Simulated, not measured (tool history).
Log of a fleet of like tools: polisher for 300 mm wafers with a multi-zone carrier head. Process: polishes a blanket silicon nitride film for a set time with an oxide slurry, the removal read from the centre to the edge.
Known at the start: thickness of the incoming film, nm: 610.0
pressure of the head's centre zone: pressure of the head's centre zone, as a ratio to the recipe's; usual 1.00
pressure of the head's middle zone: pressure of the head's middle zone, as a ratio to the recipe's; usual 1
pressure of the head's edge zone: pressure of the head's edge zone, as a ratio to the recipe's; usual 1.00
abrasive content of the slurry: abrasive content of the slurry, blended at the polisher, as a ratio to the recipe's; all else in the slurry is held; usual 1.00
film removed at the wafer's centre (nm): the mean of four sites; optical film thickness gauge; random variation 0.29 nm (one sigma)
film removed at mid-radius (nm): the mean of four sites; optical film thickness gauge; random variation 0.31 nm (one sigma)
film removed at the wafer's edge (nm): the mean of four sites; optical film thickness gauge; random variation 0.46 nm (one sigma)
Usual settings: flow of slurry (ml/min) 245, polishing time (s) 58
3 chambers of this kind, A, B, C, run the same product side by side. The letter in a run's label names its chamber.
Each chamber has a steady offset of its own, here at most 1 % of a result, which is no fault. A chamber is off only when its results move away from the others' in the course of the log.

run    day  flow of slurry (ml/min)  pressure of the head's centre zone  pressure of the head's middle zone  pressure of the head's edge zone  abrasive content of the slurry  polishing time (s)  wafers polished on this pad  hours since the slurry nozzle was cleaned  hours since the centre zone pressure was calibrated  hours since the edge zone pressure was calibrated  film removed at the wafer's centre (nm)  film removed at mid-radius (nm)  film removed at the wafer's edge (nm)
 1A  0.321                      245                                1.00                                   1                              1.00                            1.00                  58                          968                                      400.2                                                510.9                                               56.9                                   41.230                           41.057                                 41.913
     0.375  -- chamber B: worn pad replaced by a new one
 2B  0.521                      245                                1.00                                   1                              1.00                            1.00                  58                           43                                      130.8                                               1104.9                                              562.2                                   41.510                           41.510                                 41.385
 3C  0.783                      245                                1.00                                   1                              1.00                            1.00                  58                          426                                      284.3                                                271.4                                              142.1                                   41.399                           41.413                                 41.174
 4A  1.038                      245                                1.00                                   1                              1.00                            1.00                  58                         1181                                      417.4                                                528.1                                               74.1                                   41.027                           41.556                                 40.998
 5B  1.196                      285                                1.00                                   1                              0.89                            1.00                  58                          243                                      147.0                                               1121.1                                              578.4                                   41.988                           41.964                                 39.922
 6C  1.446                      285                                1.00                                   1                              0.89                            1.00                  58                          622                                      300.2                                                287.3                                              158.0                                   42.736                           41.665                                 39.773
     1.525  -- chamber A: worn pad replaced by a new one
 7A  1.708                      285                                1.00                                   1                              0.89                            1.00                  58                           55                                      433.5                                                544.2                                               90.2                                   41.964                           41.888                                 40.355
 8C  1.933                      245                                1.00                                   1                              1.00                            1.00                  58                          767                                      311.9                                                299.0                                              169.7                                   41.463                           40.542                                 42.109
     2.188  -- chamber C: worn pad replaced by a new one
 9B  2.283                      245                                1.00                                   1                              1.00                            1.00                  58                          566                                      173.1                                               1147.2                                              604.5                                   41.602                           41.187                                 41.623
     2.400  -- chamber B: worn pad replaced by a new one
10B  2.500                      245                                1.00                                   1                              1.00                            1.00                  58                           29                                      178.3                                               1152.4                                              609.7                                   41.448                           41.122                                 41.494
     2.700  -- chamber A: centre zone pressure recalibrated
11A  2.708                      245                                1.00                                   1                              1.00                            1.00                  58                          352                                      457.5                                                  0.2                                              114.2                                   44.080                           41.701                                 41.666
     2.904  -- chamber C: centre zone pressure recalibrated
12C  2.938                      245                                1.00                                   1                              1.00                            1.00                  58                          223                                      336.0                                                  0.9                                              193.8                                   41.354                           40.982                                 40.723
13B  3.204                      245                                1.00                                   1                              1.00                            1.00                  58                          238                                      195.2                                               1169.3                                              626.6                                   42.096                           41.150                                 41.882
14A  3.492                      245                                1.00                                   1                              1.00                            1.00                  58                          584                                      476.3                                                 19.0                                              133.0                                   44.260                           41.421                                 41.593
15C  3.671                      310                                1.00                                   1                              1.00                            1.00                  39                          440                                      353.6                                                 18.5                                              211.4                                   28.346                           28.259                                 27.948
16C  3.858                      310                                1.00                                   1                              1.00                            1.00                  39                          496                                      358.1                                                 23.0                                              215.9                                   29.002                           28.159                                 27.928
17B  4.121                      310                                1.00                                   1                              1.00                            1.00                  39                          511                                      217.2                                               1191.3                                              648.6                                   28.777                           28.479                                 28.402
     4.125  -- chamber B: worn pad replaced by a new one
18A  4.417                      245                                1.00                                   1                              1.00                            1.00                  58                          859                                      498.5                                                 41.2                                              155.2                                   44.279                           41.526                                 41.349
19A  4.746                      245                                1.00                                   1                              1.00                            1.00                  58                          956                                      506.4                                                 49.1                                              163.1                                   45.121                           41.081                                 40.962
     4.771  -- chamber C: slurry nozzle cleaned
20B  5.000                      245                                1.00                                   1                              1.00                            1.00                  58                          259                                      238.3                                               1212.4                                              669.7                                   41.963                           41.383                                 41.961
     5.058  -- chamber C: worn pad replaced by a new one
21C  5.346                      245                                0.91                                   1                              1.00                            1.00                  58                           86                                       13.8                                                 58.7                                              251.6                                   37.799                           41.312                                 42.522

Next, every chamber runs the same settings. What will each give?
22A  5.612                      245                                1.00                                   1                              1.00                            0.85                  58                                                                                                                                                                                                                        ?                                ?                                      ?
22B  5.612                      245                                1.00                                   1                              1.00                            0.85                  58                                                                                                                                                                                                                        ?                                ?                                      ?
22C  5.612                      245                                1.00                                   1                              1.00                            0.85                  58                                                                                                                                                                                                                        ?                                ?                                      ?

run  film removed at the wafer's centre (nm)  film removed at mid-radius (nm)  film removed at the wafer's edge (nm)
22A                                   41.180                           38.598                                 38.264
22B                                   38.569                           38.063                                 38.175
22C                                   38.570                           37.340                                 37.744
